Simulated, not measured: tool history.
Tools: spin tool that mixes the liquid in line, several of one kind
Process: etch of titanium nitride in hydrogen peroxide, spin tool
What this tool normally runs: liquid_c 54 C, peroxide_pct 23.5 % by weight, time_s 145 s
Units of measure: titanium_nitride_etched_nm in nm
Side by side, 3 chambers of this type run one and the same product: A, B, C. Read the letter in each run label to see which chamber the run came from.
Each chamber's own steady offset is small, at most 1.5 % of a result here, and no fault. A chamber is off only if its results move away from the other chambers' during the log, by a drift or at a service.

run,day,liquid_c,peroxide_pct,time_s,"read-back film thickness of the titanium nitride reference wafer, read on the same gauge (nm)",titanium_nitride_etched_nm
1B,0.112,54,23.5,145,149.97,9.8950
2C,0.254,54,23.5,145,150.01,9.9147
3A,0.446,54,23.5,145,150.00,9.9872
4B,0.625,54,23.5,145,149.99,9.8849
5A,0.792,54,23.5,145,149.97,9.9942
6C,0.933,45,23.5,190,149.96,6.7067
7B,1.129,45,23.5,190,150.00,6.8089
8C,1.262,45,23.5,190,149.99,6.6720
9A,1.408,54,23.5,145,150.04,10.0080
10A,1.546,54,23.5,145,149.99,10.0020
11B,1.696,54,23.5,145,150.01,9.8881
12C,1.854,54,23.5,145,150.01,9.9232
13C,2.067,60,26.5,145,150.01,15.5640
14A,2.267,60,26.5,145,150.01,15.5510
15B,2.438,60,26.5,145,149.98,15.2670
16C,2.538,54,23.5,145,150.01,9.9768
17A,2.725,54,23.5,145,149.98,9.9641
18B,2.917,54,23.5,145,150.00,9.8502
19A,3.017,54,23.5,145,150.02,9.9148
20C,3.192,54,23.5,145,149.99,9.9885
21B,3.304,54,28.0,205,150.00,14.4530
22A,3.471,54,28.0,205,149.98,14.6050
23B,3.675,54,28.0,205,150.01,14.4560
24C,3.850,54,23.5,145,150.01,10.0520
25B,3.979,54,23.5,145,150.03,9.8933
26C,4.071,54,23.5,145,150.00,10.0660
27A,4.262,54,23.5,145,150.02,9.9177
28B,4.467,54,19.0,190,149.99,12.3680
29C,4.608,54,19.0,190,150.02,12.6760
30A,4.754,54,19.0,190,150.01,12.4450
31C,4.946,54,23.5,145,150.00,10.0670
32A,5.096,54,23.5,145,149.99,9.9251
33B,5.283,63,23.5,110,149.98,13.7310
34C,5.471,63,23.5,110,150.00,14.3910
35A,5.617,63,23.5,110,149.99,14.0170
36B,5.821,54,23.5,145,149.97,9.8794
37A,5.958,54,23.5,145,149.95,10.0250
38C,6.108,54,23.5,145,150.00,10.2160
39B,6.279,54,23.5,145,149.98,9.8569
# day 6.358: chamber B: peroxide flow meter replaced
40B,6.454,54,23.5,145,149.98,9.8468
41C,6.625,45,23.5,145,150.01,5.2599
42A,6.833,45,23.5,145,150.02,5.1297

Read the log: is a single chamber off, either drifting away or since a service, is the gauge that measures every chamber drifting, or is nothing wrong beyond small per-chamber offsets? Name any odd chamber and what most likely caused it.

Chamber C drifts away from the others.
What lies behind it: liquid hotter than its thermometer reads (K) = 0.443.

Below are 4 candidate recipes for chamber C's next run, each the usual settings with a change, their results shown as question marks. Which of them brings C's results back in line with what the other chambers give on the usual settings?
In line here means within this much of the mean the other chambers give on the usual settings: titanium_nitride_etched_nm 0.1100 nm
43C-1,6.983,54,24.5,145,,?
43C-2,6.983,54,22.5,145,,?
43C-3,6.983,54,20.5,145,,?
43C-4,6.983,54,26.5,145,,?

On the usual settings, the other chambers give on average: titanium_nitride_etched_nm 9.9222 nm
run,titanium_nitride_etched_nm
43C-1,10.3080
43C-2,10.1170
43C-3,9.9143
43C-4,10.4880
It is 43C-3 that realigns the chamber with its peers.
